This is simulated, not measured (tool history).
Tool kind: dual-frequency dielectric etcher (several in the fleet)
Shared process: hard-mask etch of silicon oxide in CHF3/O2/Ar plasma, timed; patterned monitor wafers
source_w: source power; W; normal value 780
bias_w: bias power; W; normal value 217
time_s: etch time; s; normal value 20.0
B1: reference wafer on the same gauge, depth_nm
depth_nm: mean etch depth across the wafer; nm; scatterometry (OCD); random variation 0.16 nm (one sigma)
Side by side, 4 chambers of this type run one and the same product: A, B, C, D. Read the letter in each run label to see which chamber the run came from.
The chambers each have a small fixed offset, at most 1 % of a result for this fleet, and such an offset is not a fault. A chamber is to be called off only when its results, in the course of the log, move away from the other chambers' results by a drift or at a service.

{"run": "1B", "hour": 7.6, "source_w": 780, "bias_w": 217, "time_s": 20.0, "B1": 53.899, "depth_nm": 46.391}
{"run": "2A", "hour": 14.7, "source_w": 780, "bias_w": 217, "time_s": 20.0, "B1": 53.918, "depth_nm": 46.162}
{"run": "3C", "hour": 23.0, "source_w": 780, "bias_w": 217, "time_s": 20.0, "B1": 53.934, "depth_nm": 46.908}
{"run": "4D", "hour": 30.4, "source_w": 780, "bias_w": 217, "time_s": 20.0, "B1": 53.926, "depth_nm": 46.845}
{"run": "5B", "hour": 39.6, "source_w": 780, "bias_w": 217, "time_s": 20.0, "B1": 53.879, "depth_nm": 46.73}
{"run": "6A", "hour": 45.1, "source_w": 890, "bias_w": 217, "time_s": 15.5, "B1": 53.85, "depth_nm": 37.639}
{"hour": 48.7, "done": "chamber B: wet clean of the chamber"}
{"run": "7D", "hour": 54.4, "source_w": 890, "bias_w": 217, "time_s": 15.5, "B1": 53.877, "depth_nm": 38.023}
{"run": "8C", "hour": 62.9, "source_w": 890, "bias_w": 217, "time_s": 15.5, "B1": 53.895, "depth_nm": 38.108}
{"run": "9B", "hour": 70.0, "source_w": 890, "bias_w": 217, "time_s": 15.5, "B1": 53.954, "depth_nm": 37.992}
{"run": "10D", "hour": 75.8, "source_w": 780, "bias_w": 217, "time_s": 20.0, "B1": 53.871, "depth_nm": 46.819}
{"run": "11A", "hour": 83.9, "source_w": 780, "bias_w": 217, "time_s": 20.0, "B1": 53.876, "depth_nm": 46.225}
{"run": "12C", "hour": 91.7, "source_w": 780, "bias_w": 217, "time_s": 20.0, "B1": 53.88, "depth_nm": 46.513}
{"run": "13C", "hour": 102.9, "source_w": 780, "bias_w": 217, "time_s": 20.0, "B1": 53.905, "depth_nm": 46.548}
{"run": "14D", "hour": 108.6, "source_w": 780, "bias_w": 217, "time_s": 20.0, "B1": 53.943, "depth_nm": 46.667}
{"hour": 109.9, "done": "chamber A: wet clean of the chamber"}
{"run": "15A", "hour": 118.9, "source_w": 780, "bias_w": 217, "time_s": 20.0, "B1": 53.898, "depth_nm": 47.684}
{"run": "16B", "hour": 124.3, "source_w": 780, "bias_w": 217, "time_s": 20.0, "B1": 53.884, "depth_nm": 46.492}
{"run": "17C", "hour": 134.7, "source_w": 780, "bias_w": 217, "time_s": 20.0, "B1": 53.86, "depth_nm": 46.249}
{"run": "18D", "hour": 144.1, "source_w": 780, "bias_w": 217, "time_s": 20.0, "B1": 53.9, "depth_nm": 46.76}
{"run": "19B", "hour": 155.6, "source_w": 780, "bias_w": 217, "time_s": 20.0, "B1": 53.922, "depth_nm": 46.737}
{"run": "20A", "hour": 166.3, "source_w": 780, "bias_w": 217, "time_s": 20.0, "B1": 53.898, "depth_nm": 47.585}
{"run": "21C", "hour": 174.9, "source_w": 780, "bias_w": 217, "time_s": 20.0, "B1": 53.877, "depth_nm": 46.651}
{"run": "22D", "hour": 183.4, "source_w": 780, "bias_w": 217, "time_s": 20.0, "B1": 53.86, "depth_nm": 46.597}
{"run": "23A", "hour": 193.1, "source_w": 780, "bias_w": 217, "time_s": 20.0, "B1": 53.901, "depth_nm": 47.459}
{"run": "24B", "hour": 202.0, "source_w": 780, "bias_w": 217, "time_s": 20.0, "B1": 53.885, "depth_nm": 46.591}
{"run": "25C", "hour": 210.2, "source_w": 780, "bias_w": 217, "time_s": 20.0, "B1": 53.884, "depth_nm": 46.531}
{"run": "26A", "hour": 217.1, "source_w": 780, "bias_w": 217, "time_s": 20.0, "B1": 53.849, "depth_nm": 47.695}
{"run": "27B", "hour": 223.3, "source_w": 780, "bias_w": 217, "time_s": 20.0, "B1": 53.892, "depth_nm": 46.615}
{"run": "28D", "hour": 234.9, "source_w": 780, "bias_w": 217, "time_s": 20.0, "B1": 53.852, "depth_nm": 46.691}
{"run": "29C", "hour": 245.2, "source_w": 780, "bias_w": 217, "time_s": 20.0, "B1": 53.89, "depth_nm": 46.638}
{"run": "30D", "hour": 256.6, "source_w": 780, "bias_w": 217, "time_s": 20.0, "B1": 53.919, "depth_nm": 46.958}
{"run": "31A", "hour": 266.2, "source_w": 780, "bias_w": 217, "time_s": 25.5, "B1": 53.907, "depth_nm": 60.531}
{"run": "32B", "hour": 273.7, "source_w": 780, "bias_w": 217, "time_s": 25.5, "B1": 53.886, "depth_nm": 59.336}
{"run": "33A", "hour": 284.6, "source_w": 780, "bias_w": 217, "time_s": 25.5, "B1": 53.848, "depth_nm": 60.196}
{"run": "34B", "hour": 289.8, "source_w": 780, "bias_w": 217, "time_s": 25.5, "B1": 53.916, "depth_nm": 59.402}
{"run": "35D", "hour": 298.9, "source_w": 780, "bias_w": 217, "time_s": 20.0, "B1": 53.876, "depth_nm": 46.835}

One chamber off, gauge drift, or nothing amiss beyond the chambers' own small offsets? If it is a chamber, which one, and what is the likeliest cause?

After it was serviced, chamber A no longer matches the other chambers.
What lies behind it: etch rate over this chamber's usual, % = 2.9.

Here are 4 candidates for chamber A's next run, each the usual settings with a change, their results left as question marks. Which one brings its results back in line with what the others give on the usual settings?
In line here means within this much of the mean the other chambers give on the usual settings: depth_nm 0.560 nm
{"run": "36A-1", "hour": 307.3, "source_w": 730, "bias_w": 204, "time_s": 20.0, "depth_nm": "?"}
{"run": "36A-2", "hour": 307.3, "source_w": 870, "bias_w": 217, "time_s": 20.0, "depth_nm": "?"}
{"run": "36A-3", "hour": 307.3, "source_w": 780, "bias_w": 217, "time_s": 19.5, "depth_nm": "?"}
{"run": "36A-4", "hour": 307.3, "source_w": 780, "bias_w": 230, "time_s": 20.0, "depth_nm": "?"}

Usual-settings mean across the other chambers: depth_nm 46.589 nm
run=36A-1 depth_nm=45.390
run=36A-2 depth_nm=49.512
run=36A-3 depth_nm=46.336
run=36A-4 depth_nm=48.488
36A-3 is the one that brings the chamber's results back in line with the other chambers.
